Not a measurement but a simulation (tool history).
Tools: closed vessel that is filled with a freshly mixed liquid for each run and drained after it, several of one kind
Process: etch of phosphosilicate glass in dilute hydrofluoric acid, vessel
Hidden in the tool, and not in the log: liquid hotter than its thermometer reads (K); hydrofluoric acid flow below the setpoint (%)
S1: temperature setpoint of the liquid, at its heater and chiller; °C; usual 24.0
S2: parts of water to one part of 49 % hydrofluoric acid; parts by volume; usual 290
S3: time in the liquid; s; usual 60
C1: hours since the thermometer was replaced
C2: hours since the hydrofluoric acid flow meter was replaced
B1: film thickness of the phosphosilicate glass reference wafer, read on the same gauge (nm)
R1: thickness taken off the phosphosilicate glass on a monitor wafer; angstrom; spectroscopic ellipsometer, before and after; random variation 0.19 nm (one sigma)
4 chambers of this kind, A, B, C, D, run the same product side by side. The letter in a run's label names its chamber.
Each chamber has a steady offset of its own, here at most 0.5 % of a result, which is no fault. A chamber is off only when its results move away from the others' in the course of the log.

run	hour	S1	S2	S3	C1	C2	B1	R1
1B	7.9	24.0	290	60	635.6	404.0	59.971	222.39
2C	15.0	24.0	290	60	1197.7	1486.6	60.029	219.18
3D	19.3	24.0	290	60	62.2	1093.0	59.985	224.79
4A	25.1	24.0	290	60	633.1	662.9	59.971	218.05
5D	31.0	24.0	290	60	73.9	1104.7	59.966	221.51
6B	35.1	24.0	290	60	662.8	431.2	60.050	221.73
7A	43.7	24.0	290	60	651.7	681.5	60.019	219.03
8C	47.6	24.0	290	60	1230.3	1519.2	59.954	222.64
9A	53.0	24.0	290	60	661.0	690.8	59.987	225.05
10D	59.0	24.0	290	60	101.9	1132.7	59.989	217.39
11C	66.2	24.0	290	60	1248.9	1537.8	60.009	221.36
12B	74.1	24.0	290	60	701.8	470.2	60.021	219.02
13C	81.4	24.0	290	60	1264.1	1553.0	60.007	218.91
14B	86.2	24.0	175	70	713.9	482.3	60.019	484.80
15D	93.6	24.0	175	70	136.5	1167.3	60.022	479.18
16A	99.0	24.0	175	70	707.0	736.8	59.990	481.94
17D	107.3	24.0	175	70	150.2	1181.0	60.007	466.73
18B	115.7	24.0	290	60	743.4	511.8	59.991	221.45
19A	119.7	24.0	290	60	727.7	757.5	59.999	221.30
20C	128.0	27.5	430	60	1310.7	1599.6	60.013	147.62
21C	132.6	27.5	430	60	1315.3	1604.2	60.035	146.00
22D	141.0	27.5	430	60	183.9	1214.7	60.029	147.16
# hour 144.0: chamber D: hydrofluoric acid flow meter replaced
23A	145.8	27.5	430	60	753.8	783.6	60.001	146.27
24B	150.5	24.0	290	60	778.2	546.6	59.986	220.47
25D	154.5	24.0	290	60	197.4	10.5	60.035	223.27
26C	159.8	24.0	290	80	1342.5	1631.4	59.971	299.02
27A	166.1	24.0	290	80	774.1	803.9	59.990	295.27
28B	172.6	24.0	290	80	800.3	568.7	60.026	296.89
29A	181.0	24.0	290	80	789.0	818.8	60.001	295.69
30D	188.2	24.0	290	60	231.1	44.2	60.018	221.18
31B	192.4	24.0	290	60	820.1	588.5	60.034	222.75
32C	200.8	24.0	290	60	1383.5	1672.4	59.983	222.59
33A	205.0	24.0	290	60	813.0	842.8	60.056	220.14
34B	212.5	24.0	290	60	840.2	608.6	60.008	220.16
35C	218.6	24.0	290	60	1401.3	1690.2	59.963	222.65
36D	224.4	20.5	290	90	267.3	80.4	60.002	291.16
# hour 226.1: chamber C: thermometer replaced
37C	232.3	20.5	290	90	6.3	1703.9	60.033	293.38
38A	238.3	20.5	290	90	846.3	876.1	60.029	293.22
39B	244.3	20.5	290	90	872.0	640.4	60.006	293.65
40D	250.6	24.0	290	60	293.5	106.6	60.017	219.13
41B	256.4	24.0	290	60	884.1	652.5	60.003	223.56
42D	261.1	24.0	290	60	304.0	117.1	59.984	220.03
43C	268.6	24.0	290	60	42.6	1740.2	59.989	220.98

Is one chamber off against the others, does the gauge drift, or is nothing wrong? If a chamber is off, say which, and what the likeliest cause is.

No chamber stands off beyond its own small offset, and the gauge holds steady.
